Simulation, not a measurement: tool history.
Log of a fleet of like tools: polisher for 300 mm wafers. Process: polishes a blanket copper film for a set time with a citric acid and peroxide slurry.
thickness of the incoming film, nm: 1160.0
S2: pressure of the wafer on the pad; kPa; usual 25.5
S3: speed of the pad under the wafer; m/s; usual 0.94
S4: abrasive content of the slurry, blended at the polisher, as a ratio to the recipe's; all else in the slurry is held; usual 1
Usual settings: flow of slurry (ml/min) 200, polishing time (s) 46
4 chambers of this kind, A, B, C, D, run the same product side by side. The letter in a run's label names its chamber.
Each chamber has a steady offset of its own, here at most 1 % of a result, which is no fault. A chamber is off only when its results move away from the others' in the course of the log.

run 1D day=0.158 | flow_of_slurry_(ml/min)=200 S2=25.5 S3=0.94 S4=1 polishing_time_(s)=46 | film_removed_(Å)=1219.8
run 2B day=0.417 | flow_of_slurry_(ml/min)=200 S2=25.5 S3=0.94 S4=1 polishing_time_(s)=46 | film_removed_(Å)=1174.2
-- day=0.679 chamber D: worn pad replaced by a new one
-- day=0.696 chamber B: slurry blender recalibrated
run 3A day=0.725 | flow_of_slurry_(ml/min)=200 S2=25.5 S3=0.94 S4=1 polishing_time_(s)=46 | film_removed_(Å)=1207.5
-- day=0.929 chamber C: worn pad replaced by a new one
run 4C day=0.95 | flow_of_slurry_(ml/min)=200 S2=25.5 S3=0.94 S4=1 polishing_time_(s)=46 | film_removed_(Å)=1216.7
-- day=1.154 chamber D: slurry blender recalibrated
run 5A day=1.225 | flow_of_slurry_(ml/min)=200 S2=25.5 S3=0.94 S4=1 polishing_time_(s)=46 | film_removed_(Å)=1203.1
-- day=1.279 chamber A: slurry nozzle cleaned
run 6C day=1.479 | flow_of_slurry_(ml/min)=200 S2=25.5 S3=0.94 S4=1 polishing_time_(s)=46 | film_removed_(Å)=1176.6
run 7B day=1.633 | flow_of_slurry_(ml/min)=200 S2=25.5 S3=0.94 S4=1 polishing_time_(s)=46 | film_removed_(Å)=1187.6
run 8D day=1.867 | flow_of_slurry_(ml/min)=200 S2=25.5 S3=0.94 S4=1 polishing_time_(s)=46 | film_removed_(Å)=1199.5
run 9B day=2.146 | flow_of_slurry_(ml/min)=200 S2=25.5 S3=0.94 S4=1 polishing_time_(s)=46 | film_removed_(Å)=1208.7
run 10D day=2.317 | flow_of_slurry_(ml/min)=200 S2=25.5 S3=0.94 S4=1 polishing_time_(s)=46 | film_removed_(Å)=1199.1
run 11A day=2.558 | flow_of_slurry_(ml/min)=200 S2=25.5 S3=0.94 S4=1 polishing_time_(s)=46 | film_removed_(Å)=1186.6
run 12C day=2.771 | flow_of_slurry_(ml/min)=200 S2=25.5 S3=0.94 S4=1 polishing_time_(s)=46 | film_removed_(Å)=1194.7
-- day=2.792 chamber A: slurry blender recalibrated
run 13A day=3.054 | flow_of_slurry_(ml/min)=200 S2=25.5 S3=0.94 S4=1 polishing_time_(s)=38 | film_removed_(Å)=975.17
run 14D day=3.262 | flow_of_slurry_(ml/min)=200 S2=25.5 S3=0.94 S4=1 polishing_time_(s)=38 | film_removed_(Å)=987.79
run 15C day=3.412 | flow_of_slurry_(ml/min)=200 S2=25.5 S3=0.94 S4=1 polishing_time_(s)=38 | film_removed_(Å)=959.28
-- day=3.65 chamber A: worn pad replaced by a new one
run 16B day=3.675 | flow_of_slurry_(ml/min)=200 S2=25.5 S3=0.94 S4=1 polishing_time_(s)=38 | film_removed_(Å)=970.39
run 17D day=4.004 | flow_of_slurry_(ml/min)=200 S2=25.5 S3=0.94 S4=1 polishing_time_(s)=46 | film_removed_(Å)=1211.3
run 18A day=4.225 | flow_of_slurry_(ml/min)=200 S2=20 S3=0.94 S4=0.8 polishing_time_(s)=46 | film_removed_(Å)=883.51
run 19B day=4.492 | flow_of_slurry_(ml/min)=200 S2=20 S3=0.94 S4=0.8 polishing_time_(s)=46 | film_removed_(Å)=893.01
run 20C day=4.792 | flow_of_slurry_(ml/min)=200 S2=20 S3=0.94 S4=0.8 polishing_time_(s)=46 | film_removed_(Å)=895.28
-- day=4.883 chamber B: worn pad replaced by a new one
-- day=4.975 chamber C: worn pad replaced by a new one
run 21B day=5.021 | flow_of_slurry_(ml/min)=200 S2=20 S3=0.94 S4=0.8 polishing_time_(s)=46 | film_removed_(Å)=878.28
run 22A day=5.254 | flow_of_slurry_(ml/min)=200 S2=25.5 S3=0.94 S4=1 polishing_time_(s)=46 | film_removed_(Å)=1202.7
-- day=5.392 chamber D: slurry blender recalibrated
run 23D day=5.567 | flow_of_slurry_(ml/min)=200 S2=25.5 S3=0.94 S4=1 polishing_time_(s)=46 | film_removed_(Å)=1204.2
run 24C day=5.717 | flow_of_slurry_(ml/min)=200 S2=25.5 S3=0.94 S4=1 polishing_time_(s)=46 | film_removed_(Å)=1185.3
-- day=5.854 chamber C: slurry blender recalibrated
run 25A day=5.946 | flow_of_slurry_(ml/min)=200 S2=25.5 S3=0.94 S4=1 polishing_time_(s)=46 | film_removed_(Å)=1189.3
run 26D day=6.167 | flow_of_slurry_(ml/min)=200 S2=25.5 S3=0.94 S4=1 polishing_time_(s)=46 | film_removed_(Å)=1177.1
-- day=6.333 chamber D: worn pad replaced by a new one
run 27C day=6.5 | flow_of_slurry_(ml/min)=200 S2=25.5 S3=0.94 S4=1 polishing_time_(s)=46 | film_removed_(Å)=1187.9
run 28B day=6.771 | flow_of_slurry_(ml/min)=200 S2=25.5 S3=0.94 S4=1 polishing_time_(s)=46 | film_removed_(Å)=1163.8
run 29A day=6.917 | flow_of_slurry_(ml/min)=200 S2=25.5 S3=0.94 S4=1 polishing_time_(s)=46 | film_removed_(Å)=1216.1
run 30D day=7.071 | flow_of_slurry_(ml/min)=200 S2=25.5 S3=0.94 S4=1 polishing_time_(s)=46 | film_removed_(Å)=1207.9
run 31B day=7.262 | flow_of_slurry_(ml/min)=200 S2=25.5 S3=0.94 S4=1 polishing_time_(s)=46 | film_removed_(Å)=1164.7
run 32C day=7.521 | flow_of_slurry_(ml/min)=200 S2=25.5 S3=0.94 S4=1 polishing_time_(s)=46 | film_removed_(Å)=1191.5
run 33D day=7.696 | flow_of_slurry_(ml/min)=200 S2=25.5 S3=0.94 S4=1 polishing_time_(s)=46 | film_removed_(Å)=1216.9

Is one chamber off against the others, does the gauge drift, or is nothing wrong? If a chamber is off, say which, and what the likeliest cause is.

No chamber stands off beyond its own small offset, and the gauge holds steady.

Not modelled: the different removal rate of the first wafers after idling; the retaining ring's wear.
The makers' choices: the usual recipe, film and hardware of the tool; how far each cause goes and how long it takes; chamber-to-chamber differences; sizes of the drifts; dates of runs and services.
